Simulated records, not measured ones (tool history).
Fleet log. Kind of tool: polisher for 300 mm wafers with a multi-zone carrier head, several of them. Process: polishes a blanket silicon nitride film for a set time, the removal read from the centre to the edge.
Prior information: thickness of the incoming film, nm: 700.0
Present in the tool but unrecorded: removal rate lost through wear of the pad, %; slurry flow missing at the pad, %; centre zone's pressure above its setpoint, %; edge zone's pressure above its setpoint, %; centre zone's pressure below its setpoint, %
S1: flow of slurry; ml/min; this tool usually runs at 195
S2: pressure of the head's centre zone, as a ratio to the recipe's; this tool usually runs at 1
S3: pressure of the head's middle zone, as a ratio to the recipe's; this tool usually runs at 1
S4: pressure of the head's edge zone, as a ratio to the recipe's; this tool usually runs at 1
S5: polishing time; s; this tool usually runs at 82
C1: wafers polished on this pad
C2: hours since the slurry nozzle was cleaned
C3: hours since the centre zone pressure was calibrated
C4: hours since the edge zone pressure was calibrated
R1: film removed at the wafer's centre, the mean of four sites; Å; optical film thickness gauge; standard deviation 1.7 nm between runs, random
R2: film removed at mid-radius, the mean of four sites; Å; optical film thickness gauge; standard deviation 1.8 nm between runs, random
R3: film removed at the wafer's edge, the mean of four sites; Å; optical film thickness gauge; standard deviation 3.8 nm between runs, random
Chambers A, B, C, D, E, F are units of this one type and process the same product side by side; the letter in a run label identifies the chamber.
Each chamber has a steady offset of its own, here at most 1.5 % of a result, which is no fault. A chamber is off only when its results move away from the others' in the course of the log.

run	day	S1	S2	S3	S4	S5	C1	C2	C3	C4	R1	R2	R3
# day 0.212: chamber D: worn pad replaced by a new one
1B	0.429	195	1	1	1	82	376	40.6	146.3	346.6	2610.5	2604.6	2574.8
2A	0.779	195	1	1	1	82	395	578.6	136.9	164.7	2599	2552.5	2611.6
# day 0.967: chamber C: worn pad replaced by a new one
3E	1.204	195	1	1	1	82	858	189.6	988.3	808.1	2606.7	2538.7	2520.6
# day 1.542: chamber E: worn pad replaced by a new one
4F	1.812	195	1	1	1	82	584	556	689.5	967.3	2604.9	2546.7	2615
# day 1.929: chamber B: worn pad replaced by a new one
5D	2.212	195	1	1	1	82	473	375.1	525.9	418.3	2604.2	2612.2	2570.7
6C	2.721	195	1	1	1	82	416	317.4	1149.2	211.5	2593.9	2594.8	2571
# day 2.742: chamber F: worn pad replaced by a new one
# day 2.746: chamber F: edge zone pressure recalibrated
7F	3.054	195	1	1	1	82	74	585.8	719.3	7.5	2543.1	2553.6	2559.9
8C	3.462	195	1	1	1	82	591	335.2	1167	229.3	2542.4	2576.5	2554.3
9B	3.729	195	1	1	1	82	426	119.8	225.5	425.8	2606.2	2542.9	2614.5
10E	4.212	195	1	1	1.05	82	632	261.8	1060.5	880.3	2590.1	2561.4	2679.4
# day 4.304: chamber D: worn pad replaced by a new one
11D	4.792	195	1	1	1.05	82	116	437	587.8	480.2	2578.7	2611.2	2652.8
# day 5.146: chamber A: worn pad replaced by a new one
# day 5.196: chamber B: worn pad replaced by a new one
12A	5.254	195	1	1	1.05	82	26	686	244.3	272.1	2597.7	2545.8	2657.9
# day 5.467: chamber E: worn pad replaced by a new one
13D	5.783	195	1	1	1.05	82	350	460.8	611.6	504	2595.3	2606.9	2621.7
# day 5.904: chamber F: worn pad replaced by a new one
14B	6.146	195	1	1	1.05	82	225	177.8	283.5	483.8	2570.4	2577.5	2604.4
# day 6.3: chamber E: centre zone pressure recalibrated
15A	6.45	195	1	1	1.05	82	309	714.7	273	300.8	2603.8	2573.1	2652.5
# day 6.825: chamber C: worn pad replaced by a new one
# day 6.962: chamber C: edge zone pressure recalibrated
16C	7.038	195	1	1	1	82	50	421	1252.8	1.9	2565.5	2593.1	2558.1
# day 7.317: chamber D: slurry nozzle cleaned
17E	7.483	240	1	1	1	69	478	340.3	28.4	958.8	2259.3	2208.3	2246
18F	7.929	240	1	1	1	69	479	702.8	836.3	124.5	2155.6	2222.7	2143.8
# day 8.112: chamber C: centre zone pressure recalibrated
19D	8.283	240	1	1	1	69	942	23.2	671.6	564	2224.1	2263.6	2174.4
# day 8.571: chamber D: worn pad replaced by a new one
20B	8.579	240	1	1	1	69	801	236.2	341.9	542.2	2254.6	2240.2	2201.7
# day 8.858: chamber B: worn pad replaced by a new one
21A	9.046	240	1	1	1	69	924	777	335.3	363.1	2220	2229.9	2169.6
# day 9.054: chamber E: worn pad replaced by a new one
# day 9.154: chamber F: worn pad replaced by a new one
# day 9.238: chamber A: edge zone pressure recalibrated
22F	9.496	240	1	1	1	69	81	740.4	873.9	162.1	2172.7	2232	2181.6
# day 9.633: chamber F: slurry nozzle cleaned
23C	10.004	195	1	1	1	82	752	492.2	45.4	73.1	2567.2	2564.7	2576.9
24E	10.354	195	1	1	1	61	308	409.2	97.3	1027.7	1924.1	1897.2	1950.3
25E	10.683	195	1	1	1	61	386	417.1	105.2	1035.6	1916.9	1893.6	1961.5
26B	11.154	195	1	1	1	61	543	298	403.7	604	1916.7	1917.8	1924.1
# day 11.275: chamber E: slurry nozzle cleaned
27A	11.467	195	1	1	1	61	1497	835.1	393.4	53.5	1925.9	1899	1902.1
# day 11.592: chamber A: worn pad replaced by a new one
28D	11.883	195	1	1	1	61	784	109.6	758	650.4	1926.1	1928.4	1873.4
# day 12.121: chamber B: worn pad replaced by a new one
29C	12.262	195	1	1	1	61	1287	546.4	99.6	127.3	1923.2	1946.7	1920.6
# day 12.675: chamber F: worn pad replaced by a new one
# day 12.767: chamber D: worn pad replaced by a new one
30F	12.846	195	1	1	1	57	41	77.2	954.3	242.5	1689.2	1775.2	1735.1
# day 12.883: chamber C: slurry nozzle cleaned
# day 13.025: chamber C: worn pad replaced by a new one
# day 13.267: chamber A: centre zone pressure recalibrated
# day 13.279: chamber E: worn pad replaced by a new one
31C	13.429	195	1	1	1	57	95	13.1	127.6	155.3	1782.3	1805.2	1742
32A	13.925	195	1	1	1	57	552	894.1	15.8	112.5	1790.6	1787.1	1807.5
33B	14.35	195	1	1	1	57	528	374.7	480.4	680.7	1800.5	1785.5	1815.8
34E	14.867	195	1	1	1	57	376	86.3	205.6	1136	1799.7	1779.7	1776.9
35D	15.404	195	1	1	1	57	624	194.1	842.5	734.9	1804.2	1813.2	1798.3
# day 15.712: chamber F: worn pad replaced by a new one
36F	16.004	195	1	1	1	82	69	153	1030.1	318.3	2393.6	2597.2	2576.5
37E	16.417	195	1	1	1	82	743	123.5	242.8	1173.2	2635.8	2536.1	2619

One chamber off, gauge drift, or nothing amiss beyond the chambers' own small offsets? If it is a chamber, which one, and what is the likeliest cause?

One chamber, F, drifts off from the rest bit by bit.
What lies behind it: centre zone's pressure below its setpoint, % = 6.96.

Which of the 4 candidates below, each the usual settings with something changed and its results left as question marks, puts chamber F back in line with what the other chambers give on the usual settings?
To be in line, a result may differ from the other chambers' mean on the usual settings by at most: R1 59 Å; R2 62 Å; R3 130 Å
38F-1	16.85	200	1.06	0.99	0.98	83					?	?	?
38F-2	16.85	195	1.03	0.99	0.99	83					?	?	?
38F-3	16.85	195	0.97	1.01	1.01	81					?	?	?
38F-4	16.85	190	0.94	1.01	1.02	81					?	?	?

What the other chambers average on the usual settings: R1 2583.7 Å; R2 2577 Å; R3 2570.8 Å
run	R1	R2	R3
38F-1	2587	2575.8	2550.3
38F-2	2497.3	2566.6	2557
38F-3	2283.5	2552.2	2521.4
38F-4	2196.7	2542.5	2527.3
The answer is 38F-1, which returns the chamber to within the allowed miss of the others.

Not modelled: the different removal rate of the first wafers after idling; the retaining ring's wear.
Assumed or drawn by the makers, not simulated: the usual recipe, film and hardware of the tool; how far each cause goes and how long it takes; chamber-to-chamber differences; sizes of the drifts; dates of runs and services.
